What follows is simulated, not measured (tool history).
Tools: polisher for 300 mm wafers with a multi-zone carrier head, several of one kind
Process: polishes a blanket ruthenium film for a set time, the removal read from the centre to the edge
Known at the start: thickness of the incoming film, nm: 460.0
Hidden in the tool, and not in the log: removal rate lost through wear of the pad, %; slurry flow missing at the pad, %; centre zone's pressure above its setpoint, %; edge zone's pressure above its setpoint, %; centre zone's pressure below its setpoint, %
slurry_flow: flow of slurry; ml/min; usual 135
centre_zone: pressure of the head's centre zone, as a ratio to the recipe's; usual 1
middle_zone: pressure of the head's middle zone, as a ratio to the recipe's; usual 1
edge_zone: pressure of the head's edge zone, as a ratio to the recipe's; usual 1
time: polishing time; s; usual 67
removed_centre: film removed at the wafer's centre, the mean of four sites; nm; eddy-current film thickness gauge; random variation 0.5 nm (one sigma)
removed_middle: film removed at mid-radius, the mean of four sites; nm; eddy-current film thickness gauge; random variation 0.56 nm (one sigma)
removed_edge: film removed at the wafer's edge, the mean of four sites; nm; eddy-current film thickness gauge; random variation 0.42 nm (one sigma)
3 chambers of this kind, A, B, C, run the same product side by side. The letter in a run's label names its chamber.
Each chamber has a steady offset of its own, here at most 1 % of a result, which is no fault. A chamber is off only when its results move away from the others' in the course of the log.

| run | hour | slurry_flow | centre_zone | middle_zone | edge_zone | time | wafers polished on this pad | hours since the slurry nozzle was cleaned | hours since the centre zone pressure was calibrated | hours since the edge zone pressure was calibrated | removed_centre | removed_middle | removed_edge |
|---|---|---|---|---|---|---|---|---|---|---|---|---|---|
| 1C | 6.6 | 135 | 1 | 1 | 1 | 67 | 126 | 376.3 | 802.3 | 335.6 | 68.180 | 67.799 | 67.877 |
| 2B | 14.9 | 135 | 1 | 1 | 1 | 67 | 292 | 29.2 | 33.9 | 619.4 | 68.470 | 68.878 | 67.942 |
| 3A | 21.6 | 135 | 1 | 1 | 1 | 67 | 506 | 51.5 | 319.1 | 374.5 | 66.882 | 68.412 | 66.925 |
| 4C | 25.6 | 135 | 1 | 1 | 1 | 67 | 396 | 395.3 | 821.3 | 354.6 | 68.383 | 68.210 | 67.553 |
| 5A | 33.4 | 135 | 1 | 1 | 1 | 67 | 673 | 63.3 | 330.9 | 386.3 | 67.724 | 68.420 | 67.923 |
| 6B | 39.3 | 135 | 1 | 1 | 1 | 84 | 639 | 53.6 | 58.3 | 643.8 | 84.280 | 85.492 | 84.279 |
|  | 45.0 | chamber A: worn pad replaced by a new one |
| 7B | 45.9 | 135 | 1 | 1 | 1 | 84 | 733 | 60.2 | 64.9 | 650.4 | 85.661 | 86.010 | 85.155 |
|  | 50.2 | chamber C: worn pad replaced by a new one |
| 8C | 50.4 | 135 | 1 | 1 | 1 | 84 | 3 | 420.1 | 846.1 | 379.4 | 85.517 | 85.161 | 85.092 |
| 9A | 57.6 | 135 | 1 | 1 | 1 | 67 | 180 | 87.5 | 355.1 | 410.5 | 67.651 | 67.680 | 67.410 |
| 10C | 63.0 | 135 | 1 | 1 | 1 | 67 | 182 | 432.7 | 858.7 | 392.0 | 68.946 | 68.423 | 67.908 |
|  | 67.6 | chamber B: worn pad replaced by a new one |
| 11A | 71.1 | 135 | 1 | 1 | 1 | 67 | 372 | 101.0 | 368.6 | 424.0 | 66.823 | 67.018 | 67.612 |
| 12B | 79.4 | 135 | 1 | 1 | 1 | 67 | 167 | 93.7 | 98.4 | 683.9 | 68.297 | 68.051 | 67.852 |
| 13C | 85.2 | 135 | 1 | 1 | 1 | 67 | 497 | 454.9 | 880.9 | 414.2 | 70.476 | 67.773 | 67.794 |
| 14B | 91.4 | 135 | 1 | 1 | 1 | 67 | 338 | 105.7 | 110.4 | 695.9 | 67.967 | 68.301 | 67.776 |
|  | 95.4 | chamber A: worn pad replaced by a new one |
| 15A | 99.4 | 135 | 1 | 1 | 1 | 67 | 57 | 129.3 | 396.9 | 452.3 | 67.164 | 67.701 | 67.402 |
|  | 100.8 | chamber C: worn pad replaced by a new one |
| 16C | 104.5 | 135 | 1 | 1 | 1 | 67 | 53 | 474.2 | 900.2 | 433.5 | 70.760 | 67.402 | 68.519 |
| 17A | 111.6 | 135 | 1 | 1 | 1 | 67 | 230 | 141.5 | 409.1 | 464.5 | 67.413 | 66.779 | 67.604 |
| 18B | 116.1 | 135 | 1 | 1 | 1 | 67 | 688 | 130.4 | 135.1 | 720.6 | 68.288 | 68.565 | 67.919 |
|  | 121.9 | chamber A: centre zone pressure recalibrated |
| 19C | 123.2 | 135 | 1 | 1 | 1 | 67 | 318 | 492.9 | 918.9 | 452.2 | 71.010 | 66.886 | 68.159 |
| 20B | 129.5 | 135 | 1 | 1 | 1 | 67 | 879 | 143.8 | 148.5 | 734.0 | 66.684 | 68.422 | 67.441 |
| 21A | 137.4 | 135 | 1 | 1 | 1 | 67 | 597 | 167.3 | 15.5 | 490.3 | 68.337 | 67.087 | 67.771 |
| 22C | 144.1 | 135 | 1 | 1 | 1 | 67 | 615 | 513.8 | 939.8 | 473.1 | 72.310 | 67.589 | 68.404 |
|  | 145.6 | chamber B: worn pad replaced by a new one |
|  | 148.1 | chamber A: worn pad replaced by a new one |
| 23B | 150.9 | 135 | 1 | 1 | 1 | 67 | 75 | 165.2 | 169.9 | 755.4 | 67.262 | 69.077 | 67.677 |
| 24A | 154.9 | 135 | 1 | 1 | 1 | 67 | 96 | 184.8 | 33.0 | 507.8 | 67.496 | 68.291 | 67.785 |

What goes on in this fleet: one chamber off, a drifting gauge, or nothing beyond the chambers' own small offsets? Name the chamber and the cause, if any.

Chamber C drifts away from the others.
Cause: centre zone's pressure above its setpoint, % = 6.19.

Here are 4 candidates for chamber C's next run, each the usual settings with a change, their results left as question marks. Which one brings its results back in line with what the others give on the usual settings?
In line means no further than this from the other chambers' mean on the usual settings: removed_centre 1.700 nm; removed_middle 2.000 nm; removed_edge 1.500 nm
| 25C-1 | 161.0 | 135 | 0.98 | 1.01 | 1.00 | 67 |  |  |  |  | ? | ? | ? |
| 25C-2 | 161.0 | 135 | 1.02 | 0.99 | 1.00 | 67 |  |  |  |  | ? | ? | ? |
| 25C-3 | 161.0 | 140 | 1.05 | 0.98 | 0.99 | 67 |  |  |  |  | ? | ? | ? |
| 25C-4 | 161.0 | 130 | 0.95 | 1.02 | 1.01 | 67 |  |  |  |  | ? | ? | ? |

The other chambers' mean on the usual settings: removed_centre 67.664 nm; removed_middle 67.931 nm; removed_edge 67.586 nm
| run | removed_centre | removed_middle | removed_edge |
|---|---|---|---|
| 25C-1 | 70.798 | 67.756 | 68.232 |
| 25C-2 | 73.975 | 66.500 | 68.251 |
| 25C-3 | 77.037 | 66.384 | 68.278 |
| 25C-4 | 67.765 | 67.817 | 68.176 |
25C-4 brings the chamber back in line.

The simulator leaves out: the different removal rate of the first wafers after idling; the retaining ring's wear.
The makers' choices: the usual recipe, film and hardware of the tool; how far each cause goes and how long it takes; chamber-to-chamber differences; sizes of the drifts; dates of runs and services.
